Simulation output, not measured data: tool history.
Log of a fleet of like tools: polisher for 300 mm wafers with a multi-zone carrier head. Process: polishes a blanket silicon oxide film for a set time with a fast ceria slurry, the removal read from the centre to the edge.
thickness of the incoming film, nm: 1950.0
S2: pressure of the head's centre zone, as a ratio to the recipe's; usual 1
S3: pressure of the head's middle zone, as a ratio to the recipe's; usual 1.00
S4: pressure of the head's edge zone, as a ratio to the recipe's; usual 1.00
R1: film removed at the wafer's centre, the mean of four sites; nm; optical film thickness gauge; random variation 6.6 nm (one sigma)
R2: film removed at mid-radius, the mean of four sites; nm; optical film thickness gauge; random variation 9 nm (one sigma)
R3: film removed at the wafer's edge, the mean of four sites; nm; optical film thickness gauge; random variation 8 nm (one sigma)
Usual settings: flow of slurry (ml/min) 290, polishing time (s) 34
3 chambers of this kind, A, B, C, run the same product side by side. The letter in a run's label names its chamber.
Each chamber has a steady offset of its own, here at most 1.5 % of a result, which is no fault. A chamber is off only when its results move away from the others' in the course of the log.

-- hour=1.0 chamber B: worn pad replaced by a new one
run 1B hour=7.4 | flow_of_slurry_(ml/min)=290 S2=1 S3=1.00 S4=1.00 polishing_time_(s)=34 | R1=599.42 R2=591.91 R3=608.41
-- hour=10.6 chamber C: worn pad replaced by a new one
run 2A hour=14.8 | flow_of_slurry_(ml/min)=290 S2=1 S3=1.00 S4=1.00 polishing_time_(s)=34 | R1=593.64 R2=612.12 R3=594.12
run 3C hour=21.4 | flow_of_slurry_(ml/min)=290 S2=1 S3=1.00 S4=1.00 polishing_time_(s)=34 | R1=605.07 R2=606.86 R3=588.54
run 4A hour=25.6 | flow_of_slurry_(ml/min)=290 S2=1 S3=1.00 S4=1.00 polishing_time_(s)=34 | R1=585.28 R2=594.36 R3=594.63
run 5C hour=29.8 | flow_of_slurry_(ml/min)=290 S2=1 S3=1.00 S4=1.00 polishing_time_(s)=34 | R1=597.01 R2=586.79 R3=599.64
run 6B hour=35.8 | flow_of_slurry_(ml/min)=290 S2=1 S3=1.07 S4=1.00 polishing_time_(s)=34 | R1=616.12 R2=622.55 R3=599.75
-- hour=36.1 chamber B: edge zone pressure recalibrated
run 7A hour=39.8 | flow_of_slurry_(ml/min)=290 S2=1 S3=1.07 S4=1.00 polishing_time_(s)=34 | R1=584.36 R2=645.65 R3=590.36
run 8C hour=45.1 | flow_of_slurry_(ml/min)=290 S2=1 S3=1.07 S4=1.00 polishing_time_(s)=34 | R1=595.92 R2=619.79 R3=597.97
run 9B hour=49.1 | flow_of_slurry_(ml/min)=205 S2=1 S3=1.05 S4=1.00 polishing_time_(s)=34 | R1=578.71 R2=602.56 R3=591.62
run 10B hour=56.2 | flow_of_slurry_(ml/min)=205 S2=1 S3=1.05 S4=1.00 polishing_time_(s)=34 | R1=585.26 R2=600.82 R3=596.87
run 11C hour=61.1 | flow_of_slurry_(ml/min)=205 S2=1 S3=1.05 S4=1.00 polishing_time_(s)=34 | R1=568.32 R2=599.58 R3=578.21
run 12A hour=67.9 | flow_of_slurry_(ml/min)=290 S2=1 S3=1.00 S4=1.00 polishing_time_(s)=34 | R1=585.43 R2=609.54 R3=607.48
run 13C hour=71.9 | flow_of_slurry_(ml/min)=290 S2=1 S3=1.00 S4=1.00 polishing_time_(s)=34 | R1=598.45 R2=591.51 R3=591.23
run 14A hour=78.1 | flow_of_slurry_(ml/min)=290 S2=1 S3=1.00 S4=1.00 polishing_time_(s)=34 | R1=595.94 R2=606.66 R3=588.15
run 15B hour=84.3 | flow_of_slurry_(ml/min)=290 S2=1 S3=1.00 S4=1.00 polishing_time_(s)=34 | R1=629.96 R2=587.94 R3=604.12
-- hour=85.3 chamber C: edge zone pressure recalibrated
run 16B hour=88.4 | flow_of_slurry_(ml/min)=290 S2=1 S3=1.00 S4=1.00 polishing_time_(s)=34 | R1=634.84 R2=606.56 R3=608.62
run 17A hour=92.2 | flow_of_slurry_(ml/min)=290 S2=1 S3=1.00 S4=1.00 polishing_time_(s)=34 | R1=584.77 R2=590.85 R3=595.07
run 18C hour=95.6 | flow_of_slurry_(ml/min)=290 S2=1 S3=1.00 S4=1.00 polishing_time_(s)=34 | R1=596.58 R2=584.94 R3=598.64
run 19C hour=99.8 | flow_of_slurry_(ml/min)=290 S2=1 S3=1.00 S4=1.00 polishing_time_(s)=34 | R1=601.89 R2=597.00 R3=606.00
run 20B hour=106.3 | flow_of_slurry_(ml/min)=290 S2=1 S3=1.00 S4=1.00 polishing_time_(s)=34 | R1=632.08 R2=601.23 R3=607.47
run 21A hour=111.7 | flow_of_slurry_(ml/min)=290 S2=1 S3=1.00 S4=1.00 polishing_time_(s)=34 | R1=597.05 R2=606.44 R3=591.69
run 22C hour=116.6 | flow_of_slurry_(ml/min)=290 S2=1 S3=1.00 S4=1.00 polishing_time_(s)=34 | R1=602.68 R2=587.57 R3=602.32
-- hour=121.1 chamber A: slurry nozzle cleaned
run 23A hour=123.2 | flow_of_slurry_(ml/min)=290 S2=1 S3=1.00 S4=1.00 polishing_time_(s)=34 | R1=601.50 R2=607.63 R3=583.86
run 24B hour=129.6 | flow_of_slurry_(ml/min)=290 S2=1 S3=1.00 S4=1.00 polishing_time_(s)=34 | R1=638.96 R2=603.46 R3=595.25
run 25A hour=136.4 | flow_of_slurry_(ml/min)=290 S2=1 S3=1.00 S4=1.00 polishing_time_(s)=34 | R1=593.02 R2=621.42 R3=609.74
run 26C hour=143.5 | flow_of_slurry_(ml/min)=290 S2=1 S3=1.00 S4=1.00 polishing_time_(s)=34 | R1=589.37 R2=592.61 R3=609.13
run 27B hour=146.9 | flow_of_slurry_(ml/min)=290 S2=1 S3=1.00 S4=1.00 polishing_time_(s)=34 | R1=652.78 R2=600.81 R3=601.49
-- hour=152.5 chamber C: slurry nozzle cleaned
run 28B hour=154.1 | flow_of_slurry_(ml/min)=290 S2=1 S3=1.00 S4=1.09 polishing_time_(s)=34 | R1=649.79 R2=594.15 R3=632.54
-- hour=157.1 chamber C: worn pad replaced by a new one
run 29A hour=158.0 | flow_of_slurry_(ml/min)=290 S2=1 S3=1.00 S4=1.09 polishing_time_(s)=34 | R1=599.82 R2=584.18 R3=631.08
run 30C hour=163.7 | flow_of_slurry_(ml/min)=290 S2=1 S3=1.00 S4=1.09 polishing_time_(s)=34 | R1=597.85 R2=598.09 R3=611.79
run 31A hour=170.7 | flow_of_slurry_(ml/min)=290 S2=1 S3=1.00 S4=1.00 polishing_time_(s)=34 | R1=598.80 R2=611.78 R3=603.85
run 32C hour=175.8 | flow_of_slurry_(ml/min)=290 S2=1 S3=1.00 S4=1.00 polishing_time_(s)=34 | R1=590.78 R2=608.95 R3=593.12

Next, every chamber runs the same settings. What will each give?
run 33A hour=181.3 | flow_of_slurry_(ml/min)=290 S2=1 S3=1.10 S4=1.00 polishing_time_(s)=34 | R1=? R2=? R3=?
run 33B hour=181.3 | flow_of_slurry_(ml/min)=290 S2=1 S3=1.10 S4=1.00 polishing_time_(s)=34 | R1=? R2=? R3=?
run 33C hour=181.3 | flow_of_slurry_(ml/min)=290 S2=1 S3=1.10 S4=1.00 polishing_time_(s)=34 | R1=? R2=? R3=?

run=33A R1=596.62 R2=663.19 R3=596.98
run=33B R1=662.62 R2=650.82 R3=602.00
run=33C R1=604.25 R2=655.34 R3=606.84
